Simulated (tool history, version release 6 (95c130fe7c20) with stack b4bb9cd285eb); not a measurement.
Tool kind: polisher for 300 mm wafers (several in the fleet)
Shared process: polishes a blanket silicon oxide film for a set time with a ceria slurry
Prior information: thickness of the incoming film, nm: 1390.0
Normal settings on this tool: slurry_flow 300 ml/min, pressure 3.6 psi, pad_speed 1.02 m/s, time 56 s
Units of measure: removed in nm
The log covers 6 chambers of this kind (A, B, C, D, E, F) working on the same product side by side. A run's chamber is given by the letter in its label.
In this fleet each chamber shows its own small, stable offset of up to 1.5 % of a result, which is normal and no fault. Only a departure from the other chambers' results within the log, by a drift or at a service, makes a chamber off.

run 1F hour=9.9 | slurry_flow=300 pressure=3.6 pad_speed=1.02 time=56 | removed=236.01
-- hour=10.3 chamber D: worn pad replaced by a new one
-- hour=17.7 chamber A: head pressure recalibrated
run 2D hour=22.2 | slurry_flow=300 pressure=3.6 pad_speed=1.02 time=56 | removed=237
-- hour=28.6 chamber F: slurry nozzle cleaned
run 3A hour=32.9 | slurry_flow=300 pressure=3.6 pad_speed=1.02 time=56 | removed=235.19
-- hour=38.6 chamber B: worn pad replaced by a new one
run 4C hour=39.5 | slurry_flow=300 pressure=3.6 pad_speed=1.02 time=56 | removed=237.33
-- hour=44.3 chamber D: slurry nozzle cleaned
run 5B hour=52.6 | slurry_flow=300 pressure=3.6 pad_speed=1.02 time=56 | removed=238.22
run 6E hour=61.6 | slurry_flow=300 pressure=3.6 pad_speed=1.02 time=56 | removed=237.61
-- hour=63.5 chamber A: worn pad replaced by a new one
run 7B hour=67.8 | slurry_flow=300 pressure=3.6 pad_speed=1.02 time=56 | removed=237.18
run 8F hour=74.5 | slurry_flow=300 pressure=3.6 pad_speed=1.02 time=56 | removed=238.13
-- hour=80.3 chamber C: worn pad replaced by a new one
run 9E hour=83.1 | slurry_flow=300 pressure=3.6 pad_speed=1.02 time=56 | removed=238.24
run 10C hour=97.2 | slurry_flow=300 pressure=3.6 pad_speed=1.02 time=56 | removed=236.34
run 11A hour=109.4 | slurry_flow=300 pressure=3.6 pad_speed=1.02 time=56 | removed=232.98
-- hour=114.4 chamber E: worn pad replaced by a new one
run 12D hour=115.7 | slurry_flow=260 pressure=3.6 pad_speed=1.02 time=56 | removed=237.11
run 13B hour=127.8 | slurry_flow=260 pressure=3.6 pad_speed=1.02 time=56 | removed=236.25
run 14A hour=139.5 | slurry_flow=260 pressure=3.6 pad_speed=1.02 time=56 | removed=229.93
-- hour=140.2 chamber D: worn pad replaced by a new one
-- hour=150.3 chamber A: worn pad replaced by a new one
run 15E hour=153 | slurry_flow=260 pressure=3.6 pad_speed=1.02 time=56 | removed=235.68
-- hour=153.3 chamber C: head pressure recalibrated
-- hour=153.5 chamber B: worn pad replaced by a new one
run 16C hour=163.7 | slurry_flow=260 pressure=3.6 pad_speed=1.02 time=56 | removed=233.68
run 17F hour=172.7 | slurry_flow=260 pressure=3.6 pad_speed=1.02 time=56 | removed=233.59
run 18D hour=185.2 | slurry_flow=300 pressure=3.6 pad_speed=1.02 time=56 | removed=238.83
run 19E hour=193.1 | slurry_flow=300 pressure=3.6 pad_speed=1.02 time=56 | removed=238.41
run 20D hour=201.2 | slurry_flow=300 pressure=3.6 pad_speed=1.02 time=56 | removed=237.72
-- hour=203.3 chamber C: worn pad replaced by a new one
run 21C hour=210.5 | slurry_flow=300 pressure=3.6 pad_speed=1.02 time=56 | removed=236.22
run 22F hour=218.7 | slurry_flow=300 pressure=3.6 pad_speed=1.02 time=56 | removed=230.91
run 23A hour=226.8 | slurry_flow=300 pressure=3.6 pad_speed=1.02 time=56 | removed=231.72
-- hour=234.9 chamber A: worn pad replaced by a new one
run 24B hour=235.5 | slurry_flow=300 pressure=3.6 pad_speed=1.02 time=56 | removed=235.53
run 25B hour=245.2 | slurry_flow=300 pressure=3.6 pad_speed=1.02 time=56 | removed=236.94
-- hour=251.8 chamber B: worn pad replaced by a new one
run 26D hour=254.4 | slurry_flow=300 pressure=3.6 pad_speed=1.02 time=56 | removed=239.44
-- hour=260.4 chamber E: worn pad replaced by a new one
run 27A hour=261.3 | slurry_flow=300 pressure=2.8 pad_speed=1.02 time=72 | removed=234.88
run 28F hour=274.3 | slurry_flow=300 pressure=2.8 pad_speed=1.02 time=72 | removed=228.23
-- hour=276.6 chamber D: worn pad replaced by a new one
run 29C hour=286.4 | slurry_flow=300 pressure=2.8 pad_speed=1.02 time=72 | removed=240.18
run 30E hour=295 | slurry_flow=300 pressure=2.8 pad_speed=1.02 time=72 | removed=239.23
-- hour=300.4 chamber C: worn pad replaced by a new one
run 31F hour=304.2 | slurry_flow=300 pressure=2.8 pad_speed=1.02 time=72 | removed=225.27
run 32E hour=311.1 | slurry_flow=300 pressure=2.8 pad_speed=1.02 time=72 | removed=241.4
run 33C hour=324 | slurry_flow=300 pressure=3.6 pad_speed=1.02 time=56 | removed=235.87
-- hour=326.3 chamber A: worn pad replaced by a new one
-- hour=329.2 chamber B: head pressure recalibrated
run 34A hour=333.3 | slurry_flow=300 pressure=3.6 pad_speed=1.02 time=63 | removed=261.81
run 35D hour=342.3 | slurry_flow=300 pressure=3.6 pad_speed=1.02 time=63 | removed=266.88
run 36B hour=349 | slurry_flow=300 pressure=3.6 pad_speed=1.02 time=63 | removed=266.56
run 37B hour=358 | slurry_flow=300 pressure=3.6 pad_speed=1.02 time=63 | removed=264.51
run 38D hour=369.6 | slurry_flow=300 pressure=3.6 pad_speed=1.02 time=63 | removed=265.17
run 39F hour=380.6 | slurry_flow=300 pressure=3.6 pad_speed=1.02 time=63 | removed=248.95
run 40C hour=391.3 | slurry_flow=395 pressure=4.2 pad_speed=1.02 time=56 | removed=277.76
run 41E hour=402.8 | slurry_flow=395 pressure=4.2 pad_speed=1.02 time=56 | removed=284.58

Has any chamber moved away from the others, gradually or after a service, or does the common gauge drift, or do the chambers differ only by their own small steady offsets? State the chamber and the most likely cause if one applies.

One chamber, F, drifts off from the rest bit by bit.
Likeliest cause: removal rate lost through wear of the pad, % = 8.49.
The log might look much the same if the cause were instead: head's pressure below its setpoint, %.

Chamber F could run next with any of the 4 candidate recipes listed below; each alters the usual settings, and their results appear as question marks. Which one brings its results back in line with what the other chambers deliver on the usual settings?
In line here means within this much of the mean the other chambers give on the usual settings: removed 6.4 nm
run 42F-1 hour=412.9 | slurry_flow=300 pressure=3.7 pad_speed=1.04 time=58 | removed=?
run 42F-2 hour=412.9 | slurry_flow=300 pressure=3.5 pad_speed=1 time=54 | removed=?
run 42F-3 hour=412.9 | slurry_flow=300 pressure=3.8 pad_speed=1.08 time=60 | removed=?
run 42F-4 hour=412.9 | slurry_flow=300 pressure=3.3 pad_speed=0.92 time=56 | removed=?

On the usual settings, the other chambers give on average: removed 237.37 nm
run=42F-1 removed=237.1
run=42F-2 removed=200.62
run=42F-3 removed=261.7
run=42F-4 removed=180.29
The right change is 42F-1: it brings the chamber back within the allowed miss of the others.
